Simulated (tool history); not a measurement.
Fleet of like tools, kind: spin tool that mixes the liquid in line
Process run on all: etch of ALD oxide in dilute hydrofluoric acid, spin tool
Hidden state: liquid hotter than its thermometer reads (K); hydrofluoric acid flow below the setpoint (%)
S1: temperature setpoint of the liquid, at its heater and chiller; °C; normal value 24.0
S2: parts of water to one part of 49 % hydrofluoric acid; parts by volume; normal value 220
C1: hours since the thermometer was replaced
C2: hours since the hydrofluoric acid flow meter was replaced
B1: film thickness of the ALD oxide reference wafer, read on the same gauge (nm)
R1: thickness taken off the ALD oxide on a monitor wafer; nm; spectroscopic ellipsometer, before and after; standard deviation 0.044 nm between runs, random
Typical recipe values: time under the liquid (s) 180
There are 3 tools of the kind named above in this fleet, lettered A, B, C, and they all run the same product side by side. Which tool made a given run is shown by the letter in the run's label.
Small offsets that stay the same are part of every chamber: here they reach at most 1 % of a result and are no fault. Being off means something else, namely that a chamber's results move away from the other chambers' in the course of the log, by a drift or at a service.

{"run": "1A", "hour": 13.0, "S1": 24.0, "S2": 220, "time under the liquid (s)": 180, "C1": 1155.4, "C2": 1243.8, "B1": 90.016, "R1": 7.949}
{"run": "2B", "hour": 19.9, "S1": 24.0, "S2": 220, "time under the liquid (s)": 180, "C1": 599.6, "C2": 474.3, "B1": 90.061, "R1": 7.8107}
{"run": "3C", "hour": 30.1, "S1": 24.0, "S2": 220, "time under the liquid (s)": 180, "C1": 1874.4, "C2": 390.9, "B1": 90.029, "R1": 7.8422}
{"run": "4B", "hour": 40.2, "S1": 24.0, "S2": 220, "time under the liquid (s)": 180, "C1": 619.9, "C2": 494.6, "B1": 90.016, "R1": 7.8751}
{"run": "5A", "hour": 53.1, "S1": 24.0, "S2": 220, "time under the liquid (s)": 180, "C1": 1195.5, "C2": 1283.9, "B1": 89.955, "R1": 7.897}
{"hour": 63.4, "done": "chamber C: thermometer replaced"}
{"run": "6C", "hour": 66.5, "S1": 24.0, "S2": 220, "time under the liquid (s)": 180, "C1": 3.1, "C2": 427.3, "B1": 89.974, "R1": 7.8657}
{"run": "7A", "hour": 73.7, "S1": 24.0, "S2": 220, "time under the liquid (s)": 180, "C1": 1216.1, "C2": 1304.5, "B1": 90.014, "R1": 7.873}
{"run": "8B", "hour": 82.1, "S1": 24.0, "S2": 220, "time under the liquid (s)": 180, "C1": 661.8, "C2": 536.5, "B1": 90.016, "R1": 7.8599}
{"run": "9C", "hour": 93.6, "S1": 24.0, "S2": 220, "time under the liquid (s)": 180, "C1": 30.2, "C2": 454.4, "B1": 90.011, "R1": 7.8012}
{"run": "10B", "hour": 100.3, "S1": 24.0, "S2": 265, "time under the liquid (s)": 180, "C1": 680.0, "C2": 554.7, "B1": 90.011, "R1": 6.1975}
{"run": "11C", "hour": 111.5, "S1": 24.0, "S2": 265, "time under the liquid (s)": 180, "C1": 48.1, "C2": 472.3, "B1": 90.04, "R1": 6.2102}
{"run": "12A", "hour": 126.0, "S1": 24.0, "S2": 265, "time under the liquid (s)": 180, "C1": 1268.4, "C2": 1356.8, "B1": 89.968, "R1": 6.2826}
{"run": "13B", "hour": 137.6, "S1": 24.0, "S2": 220, "time under the liquid (s)": 180, "C1": 717.3, "C2": 592.0, "B1": 89.994, "R1": 7.8928}
{"run": "14A", "hour": 148.9, "S1": 24.0, "S2": 220, "time under the liquid (s)": 180, "C1": 1291.3, "C2": 1379.7, "B1": 89.974, "R1": 7.8761}
{"run": "15C", "hour": 163.0, "S1": 24.0, "S2": 220, "time under the liquid (s)": 180, "C1": 99.6, "C2": 523.8, "B1": 89.981, "R1": 7.7652}
{"run": "16C", "hour": 174.6, "S1": 24.0, "S2": 220, "time under the liquid (s)": 180, "C1": 111.2, "C2": 535.4, "B1": 90.018, "R1": 7.7964}
{"run": "17A", "hour": 185.7, "S1": 27.5, "S2": 220, "time under the liquid (s)": 180, "C1": 1328.1, "C2": 1416.5, "B1": 90.037, "R1": 8.9488}
{"run": "18B", "hour": 199.9, "S1": 27.5, "S2": 220, "time under the liquid (s)": 180, "C1": 779.6, "C2": 654.3, "B1": 90.038, "R1": 9.0321}
{"run": "19A", "hour": 211.8, "S1": 27.5, "S2": 220, "time under the liquid (s)": 180, "C1": 1354.2, "C2": 1442.6, "B1": 89.997, "R1": 8.8931}
{"run": "20B", "hour": 221.2, "S1": 24.0, "S2": 220, "time under the liquid (s)": 180, "C1": 800.9, "C2": 675.6, "B1": 89.966, "R1": 7.8328}
{"run": "21C", "hour": 235.1, "S1": 25.5, "S2": 220, "time under the liquid (s)": 180, "C1": 171.7, "C2": 595.9, "B1": 90.034, "R1": 8.3196}
{"run": "22B", "hour": 245.9, "S1": 25.5, "S2": 220, "time under the liquid (s)": 180, "C1": 825.6, "C2": 700.3, "B1": 90.007, "R1": 8.2994}

Has any chamber moved away from the others, gradually or after a service, or does the common gauge drift, or do the chambers differ only by their own small steady offsets? State the chamber and the most likely cause if one applies.

Neither any chamber nor the gauge drifts; the chambers differ only by their own small, steady offsets.
